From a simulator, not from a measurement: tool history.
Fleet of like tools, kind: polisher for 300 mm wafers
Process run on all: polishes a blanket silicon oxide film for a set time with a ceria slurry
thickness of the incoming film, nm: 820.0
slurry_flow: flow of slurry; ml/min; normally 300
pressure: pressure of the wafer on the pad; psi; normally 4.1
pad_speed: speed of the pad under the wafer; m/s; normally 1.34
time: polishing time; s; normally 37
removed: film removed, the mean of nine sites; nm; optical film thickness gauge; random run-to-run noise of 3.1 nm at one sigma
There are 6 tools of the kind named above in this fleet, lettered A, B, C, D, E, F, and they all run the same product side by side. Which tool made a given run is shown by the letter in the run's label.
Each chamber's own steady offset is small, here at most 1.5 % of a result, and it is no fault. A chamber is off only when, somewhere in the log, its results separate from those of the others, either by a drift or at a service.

run,hour,slurry_flow,pressure,pad_speed,time,removed
1B,4.8,300,4.1,1.34,37,250.44
# hour 5.0: chamber A: worn pad replaced by a new one
2D,12.8,300,4.1,1.34,37,252.56
3C,20.2,300,4.1,1.34,37,250.26
4F,26.3,300,4.1,1.34,37,250.07
5E,31.8,300,4.1,1.34,37,249.35
# hour 34.6: chamber B: worn pad replaced by a new one
# hour 37.2: chamber F: worn pad replaced by a new one
6A,37.8,300,5.1,1.34,49,417.47
7A,44.3,300,5.1,1.34,49,416.47
# hour 48.0: chamber B: slurry nozzle cleaned
8C,51.4,300,5.1,1.34,49,415.05
# hour 54.6: chamber C: worn pad replaced by a new one
9F,58.3,300,5.1,1.34,49,407.41
10E,63.8,300,5.1,1.34,49,420.53
11D,69.4,300,5.1,1.34,49,421.59
# hour 77.1: chamber A: worn pad replaced by a new one
12B,77.2,300,4.6,1.34,43,327.03
# hour 80.6: chamber D: worn pad replaced by a new one
13F,82.7,300,4.6,1.34,43,326.35
14A,90.5,300,4.6,1.34,43,333.64
# hour 91.6: chamber E: slurry nozzle cleaned
15E,95.8,300,4.6,1.34,43,318.56
# hour 97.4: chamber B: worn pad replaced by a new one
# hour 97.8: chamber E: head pressure recalibrated
# hour 98.3: chamber F: head pressure recalibrated
# hour 104.0: chamber F: worn pad replaced by a new one
16D,104.9,300,4.6,1.34,43,332.85
17C,111.7,300,4.6,1.34,43,329.66
18B,117.7,300,4.1,1.34,37,248.52
19A,124.7,215,4.1,1.34,30,198.55
20D,129.5,215,4.1,1.34,30,195.54
21F,134.4,215,4.1,1.34,30,197.55
# hour 137.0: chamber C: worn pad replaced by a new one
22E,139.1,215,4.1,1.34,30,187.40
23B,144.0,215,4.1,1.34,30,197.47
24C,152.7,215,4.1,1.34,30,199.58
25B,157.9,300,4.1,1.34,37,250.03
# hour 164.1: chamber B: worn pad replaced by a new one
26A,167.0,300,4.1,1.34,37,252.09
# hour 173.5: chamber A: worn pad replaced by a new one
27C,173.6,300,4.1,1.34,37,254.04
# hour 177.0: chamber F: worn pad replaced by a new one
28F,179.9,300,4.1,1.34,37,245.52
29D,189.0,300,4.1,1.34,37,254.23
# hour 192.8: chamber D: worn pad replaced by a new one
30E,197.9,300,4.1,1.34,37,233.91
31F,206.0,300,4.1,1.34,37,249.07
32B,211.8,300,4.1,1.34,37,255.68
33A,216.9,300,4.1,1.34,37,254.67
# hour 220.1: chamber B: head pressure recalibrated
# hour 221.1: chamber B: worn pad replaced by a new one
34E,222.4,300,4.1,1.34,37,235.14
# hour 229.5: chamber C: worn pad replaced by a new one
35D,229.7,300,4.1,1.34,37,253.98
36C,239.0,300,4.1,1.34,37,255.24
# hour 240.1: chamber F: worn pad replaced by a new one
37C,248.1,300,4.1,1.34,37,248.29
38E,256.1,300,4.1,1.34,37,227.78
39D,263.1,300,4.1,1.34,37,250.87
# hour 265.8: chamber A: worn pad replaced by a new one
# hour 266.0: chamber F: slurry nozzle cleaned
40A,269.3,300,4.1,1.34,37,247.37
41F,277.9,300,4.1,1.34,37,259.77
42B,282.8,300,4.1,1.34,37,250.79
43D,287.8,300,4.1,1.34,37,256.09
44C,294.7,300,4.1,1.34,37,254.95

Decide between three cases: one chamber stands off from its peers, the gauge reading all wafers drifts, or nothing is wrong past each chamber's small offset. Where a chamber is off, say which and what most likely put it there.

Chamber E drifts away from the others.
Likeliest cause: removal rate lost through wear of the pad, % = 11.8.

Chamber E could run next with any of the 4 candidate recipes listed below; each alters the usual settings, and their results appear as question marks. Which one brings its results back in line with what the other chambers deliver on the usual settings?
A result is in line if it is within this distance of the other chambers' mean on the usual settings: removed 11.00 nm
45E-1,301.7,300,4.4,1.34,39,?
45E-2,301.7,180,4.1,1.34,37,?
45E-3,301.7,300,4.1,1.18,37,?
45E-4,301.7,300,4.2,1.36,37,?

The other chambers' mean on the usual settings: removed 252.66 nm
run,removed
45E-1,255.09
45E-2,212.52
45E-3,198.37
45E-4,234.31
The answer is 45E-1, which returns the chamber to within the allowed miss of the others.
